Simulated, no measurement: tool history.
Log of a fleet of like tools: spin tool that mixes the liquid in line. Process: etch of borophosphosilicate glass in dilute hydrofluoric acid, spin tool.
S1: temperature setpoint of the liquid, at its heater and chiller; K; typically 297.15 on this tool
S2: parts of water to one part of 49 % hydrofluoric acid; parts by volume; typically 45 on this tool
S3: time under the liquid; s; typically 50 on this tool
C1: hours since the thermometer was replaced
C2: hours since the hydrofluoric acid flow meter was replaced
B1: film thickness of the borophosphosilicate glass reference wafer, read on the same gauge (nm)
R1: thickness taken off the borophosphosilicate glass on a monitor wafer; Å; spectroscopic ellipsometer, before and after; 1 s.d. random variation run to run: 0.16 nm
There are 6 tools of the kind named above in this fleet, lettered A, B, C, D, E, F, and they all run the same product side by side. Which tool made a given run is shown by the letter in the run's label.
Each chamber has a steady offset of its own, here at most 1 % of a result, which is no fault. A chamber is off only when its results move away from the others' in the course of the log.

run 1E hour=6.6 | S1=297.15 S2=45 S3=50 | C1=350.9 C2=171.5 | B1=39.961 | R1=466.94
run 2A hour=12.3 | S1=297.15 S2=45 S3=50 | C1=686.9 C2=2010.3 | B1=40.011 | R1=463.97
run 3D hour=18.9 | S1=297.15 S2=45 S3=50 | C1=1945.4 C2=826.3 | B1=39.952 | R1=469.8
run 4B hour=23.8 | S1=297.15 S2=45 S3=50 | C1=1548.4 C2=1822.7 | B1=39.968 | R1=463.92
run 5C hour=27.5 | S1=297.15 S2=45 S3=50 | C1=749.8 C2=1445.9 | B1=40.003 | R1=465.64
run 6F hour=33.8 | S1=297.15 S2=45 S3=50 | C1=514.2 C2=994.3 | B1=40.021 | R1=459.7
run 7D hour=39.3 | S1=297.15 S2=45 S3=50 | C1=1965.8 C2=846.7 | B1=39.993 | R1=465.14
run 8A hour=45.9 | S1=297.15 S2=45 S3=50 | C1=720.5 C2=2043.9 | B1=40.028 | R1=462.52
run 9E hour=49.1 | S1=297.15 S2=45 S3=50 | C1=393.4 C2=214 | B1=39.981 | R1=464.67
run 10C hour=53.6 | S1=297.15 S2=45 S3=50 | C1=775.9 C2=1472 | B1=39.93 | R1=466.56
run 11B hour=57.3 | S1=297.15 S2=45 S3=50 | C1=1581.9 C2=1856.2 | B1=40.019 | R1=462.63
run 12F hour=64.1 | S1=297.15 S2=45 S3=50 | C1=544.5 C2=1024.6 | B1=40.025 | R1=459.72
-- hour=66.3 chamber A: hydrofluoric acid flow meter replaced
run 13F hour=69.2 | S1=297.15 S2=45 S3=50 | C1=549.6 C2=1029.7 | B1=39.924 | R1=459.36
run 14C hour=73.4 | S1=297.15 S2=45 S3=50 | C1=795.7 C2=1491.8 | B1=40.008 | R1=465.2
run 15D hour=80.1 | S1=294.15 S2=45 S3=50 | C1=2006.6 C2=887.5 | B1=39.987 | R1=412.77
run 16A hour=86.2 | S1=294.15 S2=45 S3=50 | C1=760.8 C2=20 | B1=40.051 | R1=406.11
run 17B hour=93.1 | S1=294.15 S2=45 S3=50 | C1=1617.7 C2=1892 | B1=39.953 | R1=412.27
run 18E hour=99.3 | S1=294.15 S2=45 S3=50 | C1=443.6 C2=264.2 | B1=39.999 | R1=413.25
run 19D hour=104.9 | S1=294.15 S2=45 S3=50 | C1=2031.4 C2=912.3 | B1=39.997 | R1=416.14
run 20C hour=108.8 | S1=294.15 S2=45 S3=50 | C1=831.1 C2=1527.2 | B1=40.027 | R1=413.57
run 21B hour=114.5 | S1=297.15 S2=45 S3=50 | C1=1639.1 C2=1913.4 | B1=39.953 | R1=462.73
run 22F hour=117.5 | S1=297.15 S2=45 S3=50 | C1=597.9 C2=1078 | B1=40.01 | R1=460.53
run 23A hour=121.2 | S1=297.15 S2=45 S3=50 | C1=795.8 C2=55 | B1=39.945 | R1=459.45
run 24E hour=124.5 | S1=297.15 S2=45 S3=50 | C1=468.8 C2=289.4 | B1=40.009 | R1=468.73
run 25F hour=130.8 | S1=297.15 S2=45 S3=50 | C1=611.2 C2=1091.3 | B1=39.964 | R1=457.9
run 26C hour=135.6 | S1=297.15 S2=45 S3=50 | C1=857.9 C2=1554 | B1=40.038 | R1=466.07
run 27E hour=141.7 | S1=297.15 S2=45 S3=50 | C1=486 C2=306.6 | B1=40.006 | R1=466.85
run 28B hour=145.2 | S1=297.15 S2=45 S3=50 | C1=1669.8 C2=1944.1 | B1=40.008 | R1=465.76
run 29A hour=148.6 | S1=297.15 S2=45 S3=50 | C1=823.2 C2=82.4 | B1=39.998 | R1=461.27
run 30D hour=154.8 | S1=297.15 S2=45 S3=50 | C1=2081.3 C2=962.2 | B1=39.987 | R1=467.62
run 31F hour=159.1 | S1=297.15 S2=45 S3=50 | C1=639.5 C2=1119.6 | B1=39.969 | R1=463.72
run 32C hour=166.2 | S1=297.15 S2=45 S3=50 | C1=888.5 C2=1584.6 | B1=40.018 | R1=464.44
run 33E hour=173.2 | S1=297.15 S2=45 S3=50 | C1=517.5 C2=338.1 | B1=40.013 | R1=465.66
run 34D hour=178.2 | S1=297.15 S2=45 S3=50 | C1=2104.7 C2=985.6 | B1=39.987 | R1=471.34
run 35A hour=182.1 | S1=297.15 S2=45 S3=60 | C1=856.7 C2=115.9 | B1=40.035 | R1=554.36
run 36B hour=186.3 | S1=297.15 S2=45 S3=60 | C1=1710.9 C2=1985.2 | B1=40.01 | R1=557.62
run 37D hour=193 | S1=297.15 S2=45 S3=60 | C1=2119.5 C2=1000.4 | B1=39.992 | R1=562.19
run 38A hour=198.6 | S1=297.15 S2=45 S3=60 | C1=873.2 C2=132.4 | B1=40.001 | R1=554.44
run 39B hour=201.8 | S1=297.15 S2=45 S3=60 | C1=1726.4 C2=2000.7 | B1=40.006 | R1=558.08
run 40C hour=207.3 | S1=297.15 S2=45 S3=60 | C1=929.6 C2=1625.7 | B1=39.993 | R1=558.69
run 41E hour=212 | S1=297.15 S2=45 S3=50 | C1=556.3 C2=376.9 | B1=39.988 | R1=466.04
run 42F hour=218.1 | S1=297.15 S2=45 S3=50 | C1=698.5 C2=1178.6 | B1=39.989 | R1=460.7
run 43A hour=225.1 | S1=297.15 S2=45 S3=50 | C1=899.7 C2=158.9 | B1=39.998 | R1=462.68
run 44D hour=232.1 | S1=297.15 S2=45 S3=50 | C1=2158.6 C2=1039.5 | B1=40.019 | R1=465.42

Next, every chamber runs the same settings. What will each give?
run 45A hour=237.2 | S1=293.15 S2=45 S3=50 | R1=?
run 45B hour=237.2 | S1=293.15 S2=45 S3=50 | R1=?
run 45C hour=237.2 | S1=293.15 S2=45 S3=50 | R1=?
run 45D hour=237.2 | S1=293.15 S2=45 S3=50 | R1=?
run 45E hour=237.2 | S1=293.15 S2=45 S3=50 | R1=?
run 45F hour=237.2 | S1=293.15 S2=45 S3=50 | R1=?

run=45A R1=392.84
run=45B R1=391.74
run=45C R1=392.48
run=45D R1=396.2
run=45E R1=398.52
run=45F R1=391.66
